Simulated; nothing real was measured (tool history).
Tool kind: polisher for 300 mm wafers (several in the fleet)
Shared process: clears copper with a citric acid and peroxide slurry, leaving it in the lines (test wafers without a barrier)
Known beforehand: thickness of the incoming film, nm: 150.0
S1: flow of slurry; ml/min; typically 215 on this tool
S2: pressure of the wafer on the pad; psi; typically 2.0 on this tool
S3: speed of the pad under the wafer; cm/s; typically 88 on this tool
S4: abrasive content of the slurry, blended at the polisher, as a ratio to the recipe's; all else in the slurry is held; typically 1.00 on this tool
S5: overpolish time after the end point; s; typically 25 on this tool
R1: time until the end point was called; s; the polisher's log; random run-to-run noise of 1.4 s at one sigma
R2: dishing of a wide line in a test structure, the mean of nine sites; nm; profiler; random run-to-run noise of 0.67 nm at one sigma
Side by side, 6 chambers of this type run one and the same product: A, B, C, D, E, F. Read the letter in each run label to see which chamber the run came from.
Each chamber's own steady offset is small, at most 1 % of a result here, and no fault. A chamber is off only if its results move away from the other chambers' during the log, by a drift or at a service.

Run 1F, hour 5.8: usual settings. Result: R1 97.927 s, R2 26.735 nm.
At hour 7.7: chamber E: slurry blender recalibrated.
Run 2C, hour 13.0: usual settings. Result: R1 96.081 s, R2 26.508 nm.
Run 3B, hour 19.7: usual settings. Result: R1 97.490 s, R2 27.647 nm.
At hour 21.9: chamber B: worn pad replaced by a new one.
Run 4A, hour 28.5: usual settings. Result: R1 96.924 s, R2 26.972 nm.
Run 5E, hour 34.3: usual settings. Result: R1 99.693 s, R2 26.601 nm.
At hour 37.3: chamber A: slurry blender recalibrated.
Run 6D, hour 38.8: usual settings. Result: R1 100.390 s, R2 27.491 nm.
Run 7A, hour 47.5: usual settings. Result: R1 97.659 s, R2 25.853 nm.
At hour 48.2: chamber F: worn pad replaced by a new one.
Run 8C, hour 52.2: usual settings. Result: R1 97.528 s, R2 27.541 nm.
Run 9F, hour 57.2: usual settings. Result: R1 97.251 s, R2 26.975 nm.
Run 10B, hour 65.9: usual settings. Result: R1 97.426 s, R2 25.995 nm.
At hour 70.0: chamber E: worn pad replaced by a new one.
Run 11E, hour 71.3: usual settings. Result: R1 99.766 s, R2 27.201 nm.
Run 12D, hour 79.7: usual settings. Result: R1 98.588 s, R2 26.665 nm.
Run 13A, hour 85.7: usual settings. Result: R1 98.865 s, R2 26.441 nm.
Run 14D, hour 91.6: usual settings. Result: R1 99.676 s, R2 28.464 nm.
At hour 95.0: chamber F: slurry blender recalibrated.
Run 15B, hour 100.8: usual settings. Result: R1 97.170 s, R2 26.769 nm.
At hour 105.4: chamber C: slurry blender recalibrated.
Run 16C, hour 105.9: usual settings. Result: R1 100.170 s, R2 27.158 nm.
At hour 107.1: chamber F: slurry nozzle cleaned.
Run 17F, hour 111.2: usual settings but S2 2.5 psi, S4 0.85. Result: R1 80.834 s, R2 32.792 nm.
Run 18E, hour 116.1: usual settings but S2 2.5 psi, S4 0.85. Result: R1 81.673 s, R2 33.411 nm.
Run 19F, hour 124.7: usual settings but S2 2.5 psi, S4 0.85. Result: R1 80.028 s, R2 32.447 nm.
At hour 125.9: chamber D: worn pad replaced by a new one.
At hour 130.7: chamber D: head pressure recalibrated.
Run 20E, hour 131.3: usual settings but S2 2.5 psi, S4 0.85. Result: R1 82.349 s, R2 32.025 nm.
At hour 132.7: chamber C: slurry nozzle cleaned.
Run 21A, hour 137.1: usual settings but S2 2.5 psi, S4 0.85. Result: R1 83.797 s, R2 32.161 nm.
At hour 138.6: chamber E: slurry blender recalibrated.
Run 22C, hour 142.7: usual settings but S2 2.5 psi, S4 0.85. Result: R1 85.846 s, R2 31.203 nm.
Run 23D, hour 151.7: usual settings. Result: R1 96.331 s, R2 28.239 nm.
Run 24B, hour 155.9: usual settings. Result: R1 99.429 s, R2 27.984 nm.
At hour 156.1: chamber B: head pressure recalibrated.
Run 25C, hour 162.6: usual settings. Result: R1 103.090 s, R2 26.380 nm.
At hour 165.6: chamber E: slurry nozzle cleaned.
Run 26B, hour 168.3: usual settings. Result: R1 97.821 s, R2 27.980 nm.
At hour 172.2: chamber B: worn pad replaced by a new one.
Run 27A, hour 177.1: usual settings. Result: R1 98.419 s, R2 25.812 nm.
Run 28D, hour 186.2: usual settings. Result: R1 97.097 s, R2 27.810 nm.
At hour 190.3: chamber F: worn pad replaced by a new one.
Run 29F, hour 195.7: usual settings. Result: R1 97.606 s, R2 27.981 nm.
Run 30E, hour 204.3: usual settings. Result: R1 100.770 s, R2 27.160 nm.
Run 31C, hour 210.6: usual settings. Result: R1 104.280 s, R2 25.757 nm.
Run 32F, hour 218.7: usual settings. Result: R1 100.130 s, R2 25.935 nm.
At hour 218.8: chamber A: slurry blender recalibrated.
Run 33E, hour 227.5: usual settings. Result: R1 101.670 s, R2 27.220 nm.
Run 34A, hour 235.8: usual settings. Result: R1 97.162 s, R2 27.293 nm.
Run 35B, hour 242.1: usual settings. Result: R1 97.250 s, R2 28.767 nm.
Run 36D, hour 249.2: usual settings. Result: R1 96.797 s, R2 27.659 nm.
Run 37C, hour 254.3: usual settings. Result: R1 108.550 s, R2 25.503 nm.
Run 38E, hour 263.2: usual settings. Result: R1 99.054 s, R2 25.874 nm.

Is one chamber out of step, is the gauge drifting, or do the chambers differ by no more than their own small offsets? For an off chamber, give its letter and the likeliest cause.

One chamber, C, drifts off from the rest bit by bit.
Likeliest cause: removal rate lost through wear of the pad, % = 11.1.
With only this log, it may be confused with: head's pressure below its setpoint, %.

Chamber C could run next with any of the 4 candidate recipes listed below; each alters the usual settings, and their results appear as question marks. Which one brings its results back in line with what the other chambers deliver on the usual settings?
In line means no further than this from the other chambers' mean on the usual settings: R1 4.800 s; R2 2.300 nm
Run 39C-1, hour 270.0: usual settings but S1 220 ml/min, S2 2.2 psi, S3 96 cm/s. Result: R1 ?, R2 ?.
Run 39C-2, hour 270.0: usual settings but S2 1.9 psi, S3 84 cm/s. Result: R1 ?, R2 ?.
Run 39C-3, hour 270.0: usual settings but S1 210 ml/min, S2 1.8 psi, S3 80 cm/s. Result: R1 ?, R2 ?.
Run 39C-4, hour 270.0: usual settings but S2 2.1 psi, S3 92 cm/s. Result: R1 ?, R2 ?.

The other chambers' mean on the usual settings: R1 98.355 s; R2 27.183 nm
  run       R1      R2
39C-1   90.501  29.441
39C-2  118.990  22.909
39C-3  131.710  20.848
39C-4   98.947  27.145
39C-4 brings the chamber back in line.

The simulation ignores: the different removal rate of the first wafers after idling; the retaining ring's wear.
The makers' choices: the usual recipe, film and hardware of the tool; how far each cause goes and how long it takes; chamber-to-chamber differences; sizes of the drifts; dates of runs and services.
